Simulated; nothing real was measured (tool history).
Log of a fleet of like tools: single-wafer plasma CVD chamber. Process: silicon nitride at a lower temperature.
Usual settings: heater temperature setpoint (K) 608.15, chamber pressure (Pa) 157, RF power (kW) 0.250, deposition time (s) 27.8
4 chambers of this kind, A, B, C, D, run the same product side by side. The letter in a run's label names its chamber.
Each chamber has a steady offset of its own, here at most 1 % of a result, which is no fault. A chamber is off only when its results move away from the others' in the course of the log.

run   hour  heater temperature setpoint (K)  chamber pressure (Pa)  RF power (kW)  deposition time (s)  read-back reference wafer on the same gauge, thickness_nm  mean film thickness on the monitor wafer (Å)
 1B    7.2                           608.15                    157          0.250                 27.8                                                     27.773                                        265.08
 2C   15.7                           608.15                    157          0.250                 27.8                                                     27.794                                        263.13
 3D   23.2                           608.15                    157          0.250                 27.8                                                     27.822                                        266.05
 4A   27.3                           608.15                    157          0.250                 27.8                                                     27.809                                        266.21
      31.4  -- chamber A: capacitance manometer re-zeroed and calibrated
 5D   34.7                           608.15                    157          0.250                 27.8                                                     27.805                                        268.14
 6A   43.3                           608.15                    157          0.250                 27.8                                                     27.801                                        265.10
 7C   51.3                           608.15                    157          0.250                 27.8                                                     27.786                                        263.97
 8B   55.9                           608.15                    157          0.250                 27.8                                                     27.803                                        263.81
 9D   63.0                           608.15                    157          0.250                 27.8                                                     27.787                                        266.80
10C   71.9                           608.15                    157          0.250                 27.8                                                     27.782                                        262.10
11A   77.8                           608.15                    157          0.250                 27.8                                                     27.811                                        264.88
12B   82.6                           608.15                    157          0.250                 27.8                                                     27.783                                        261.97
13A   89.7                           608.15                    157          0.250                 27.8                                                     27.788                                        265.60
14C   95.4                           608.15                    157          0.250                 27.8                                                     27.784                                        261.49
15D  103.8                           608.15                    157          0.250                 27.8                                                     27.800                                        266.23
16B  110.0                           608.15                    157          0.250                 27.8                                                     27.798                                        263.23
17B  116.8                           608.15                    157          0.250                 27.8                                                     27.780                                        263.89
18A  123.6                           608.15                    157          0.250                 27.8                                                     27.788                                        264.93
19D  128.5                           608.15                    157          0.250                 27.8                                                     27.790                                        265.68
20C  137.5                           608.15                    157          0.250                 27.8                                                     27.779                                        258.45
21D  143.7                           608.15                    157          0.250                 27.8                                                     27.778                                        266.52
22A  152.4                           608.15                    157          0.250                 27.8                                                     27.789                                        264.30
23B  156.6                           608.15                    157          0.230                 30.1                                                     27.815                                        269.37
24C  165.4                           608.15                    157          0.230                 30.1                                                     27.770                                        262.20
25A  173.1                           608.15                    157          0.230                 30.1                                                     27.801                                        269.71
26D  178.3                           608.15                    157          0.230                 30.1                                                     27.791                                        270.69
27C  184.2                           608.15                    157          0.250                 27.8                                                     27.815                                        255.68
28B  191.2                           608.15                    157          0.250                 27.8                                                     27.794                                        264.52
29C  197.5                           608.15                    157          0.250                 27.8                                                     27.808                                        254.94

What goes on in this fleet: one chamber off, a drifting gauge, or nothing beyond the chambers' own small offsets? Name the chamber and the cause, if any.

Chamber C drifts away from the others.
Cause: delivered RF power below the setpoint (%) = 5.94.

Here are 4 candidates for chamber C's next run, each the usual settings with a change, their results left as question marks. Which one brings its results back in line with what the others give on the usual settings?
In line means no further than this from the other chambers' mean on the usual settings: mean film thickness on the monitor wafer (Å) 3.40
30C-1  204.1                           608.15                    157          0.245                 27.0                                                                                                        ?
30C-2  204.1                           607.15                    181          0.250                 27.8                                                                                                        ?
30C-3  204.1                           608.15                    163          0.250                 29.8                                                                                                        ?
30C-4  204.1                           608.15                    155          0.240                 26.5                                                                                                        ?

The other chambers' mean on the usual settings: mean film thickness on the monitor wafer (Å) 265.04
  run  mean film thickness on the monitor wafer (Å)
30C-1                                        242.51
30C-2                                        263.98
30C-3                                        274.02
30C-4                                        233.34
30C-2 brings the chamber back in line.

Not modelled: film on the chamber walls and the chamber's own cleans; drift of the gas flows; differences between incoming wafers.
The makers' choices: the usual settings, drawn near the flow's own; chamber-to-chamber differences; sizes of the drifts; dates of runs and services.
